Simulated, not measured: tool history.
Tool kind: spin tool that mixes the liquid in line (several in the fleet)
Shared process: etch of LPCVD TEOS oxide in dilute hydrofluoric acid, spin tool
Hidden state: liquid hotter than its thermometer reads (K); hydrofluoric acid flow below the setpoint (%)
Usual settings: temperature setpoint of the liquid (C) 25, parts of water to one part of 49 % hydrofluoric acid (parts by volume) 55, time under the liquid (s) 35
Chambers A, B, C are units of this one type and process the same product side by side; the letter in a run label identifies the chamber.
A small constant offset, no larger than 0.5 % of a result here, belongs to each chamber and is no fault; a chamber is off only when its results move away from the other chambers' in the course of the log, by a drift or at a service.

run   hour  temperature setpoint of the liquid (C)  parts of water to one part of 49 % hydrofluoric acid (parts by volume)  time under the liquid (s)  hours since the thermometer was replaced  hours since the hydrofluoric acid flow meter was replaced  read-back film thickness of the LPCVD TEOS oxide reference wafer, read on the same gauge (nm)  thickness taken off the LPCVD TEOS oxide on a monitor wafer (Å)
 1A      5                                      25                                                                      55                         35                                       492                                                      397.9                                                                                         150.01                                                           162.53
 2C     12                                      25                                                                      55                         35                                       240                                                     1493.7                                                                                         150.01                                                              164
 3B   18.2                                      25                                                                      55                         35                                     401.5                                                      260.5                                                                                         150.01                                                            162.5
 4A   23.6                                      25                                                                      55                         35                                     510.6                                                      416.5                                                                                         149.99                                                           164.47
 5B   28.4                                      23                                                                      45                         35                                     411.7                                                      270.7                                                                                         149.97                                                           186.07
 6C   32.8                                      23                                                                      45                         35                                     260.8                                                     1514.5                                                                                         150.02                                                           185.36
 7B   39.9                                      23                                                                      45                         35                                     423.2                                                      282.2                                                                                         150.01                                                           184.99
 8C   47.6                                      25                                                                      55                         35                                     275.6                                                     1529.3                                                                                            150                                                           164.31
 9A   54.4                                      25                                                                      55                         35                                     541.4                                                      447.3                                                                                         149.99                                                              163
10C   62.5                                      25                                                                      55                         35                                     290.5                                                     1544.2                                                                                         150.01                                                           161.89
11B   66.2                                      29                                                                      35                         35                                     449.5                                                      308.5                                                                                            150                                                           302.05
12A   72.4                                      29                                                                      35                         35                                     559.4                                                      465.3                                                                                         149.99                                                           313.24
13B   79.5                                      29                                                                      35                         35                                     462.8                                                      321.8                                                                                         150.01                                                           304.98
14A   85.7                                      25                                                                      55                         35                                     572.7                                                      478.6                                                                                         149.99                                                           164.88
15C   93.9                                      25                                                                      55                         35                                     321.9                                                     1575.6                                                                                         149.98                                                           165.78
16B    100                                      25                                                                      55                         35                                     483.3                                                      342.3                                                                                         149.99                                                           161.55
17C  105.3                                      25                                                                      85                         15                                     333.3                                                       1587                                                                                            150                                                           44.024
18A  110.1                                      25                                                                      85                         15                                     597.1                                                        503                                                                                            150                                                           43.654
19B  115.6                                      25                                                                      85                         15                                     498.9                                                      357.9                                                                                         149.97                                                           43.653
20C  121.8                                      25                                                                      55                         35                                     349.8                                                     1603.5                                                                                         149.98                                                           164.88
21A  128.7                                      25                                                                      55                         35                                     615.7                                                      521.6                                                                                         149.99                                                           164.82
     130.5  -- chamber C: hydrofluoric acid flow meter replaced
22C  133.4                                      25                                                                      55                         35                                     361.4                                                          3                                                                                            150                                                           162.86
23A  139.7                                      25                                                                      55                         35                                     626.7                                                      532.6                                                                                         149.98                                                           162.25
24B  145.9                                      25                                                                      55                         35                                     529.2                                                      388.2                                                                                         149.99                                                           164.75
25A  153.1                                      25                                                                      55                         35                                     640.1                                                        546                                                                                         149.98                                                           162.51
26B  158.6                                      25                                                                      55                         35                                     541.9                                                      400.9                                                                                         149.99                                                           163.26
27C  163.7                                      25                                                                      85                         15                                     391.7                                                       33.3                                                                                            150                                                            44.05
28C  170.6                                      25                                                                      85                         15                                     398.6                                                       40.2                                                                                         149.99                                                           43.695
29B  175.8                                      25                                                                      85                         15                                     559.1                                                      418.1                                                                                         149.98                                                           44.203
30A  181.1                                      25                                                                      55                         50                                     668.1                                                        574                                                                                            150                                                           231.93
31C  186.1                                      25                                                                      55                         50                                     414.1                                                       55.7                                                                                            150                                                           235.24
32B  191.7                                      25                                                                      55                         50                                       575                                                        434                                                                                         150.01                                                            231.4
33A    197                                      25                                                                      55                         35                                       684                                                      589.9                                                                                         149.99                                                            163.5
     198.2  -- chamber A: hydrofluoric acid flow meter replaced
34A  201.6                                      25                                                                      55                         35                                     688.6                                                        3.5                                                                                         149.97                                                           165.14

Has any chamber moved away from the others, gradually or after a service, or does the common gauge drift, or do the chambers differ only by their own small steady offsets? State the chamber and the most likely cause if one applies.

Neither any chamber nor the gauge drifts; the chambers differ only by their own small, steady offsets.
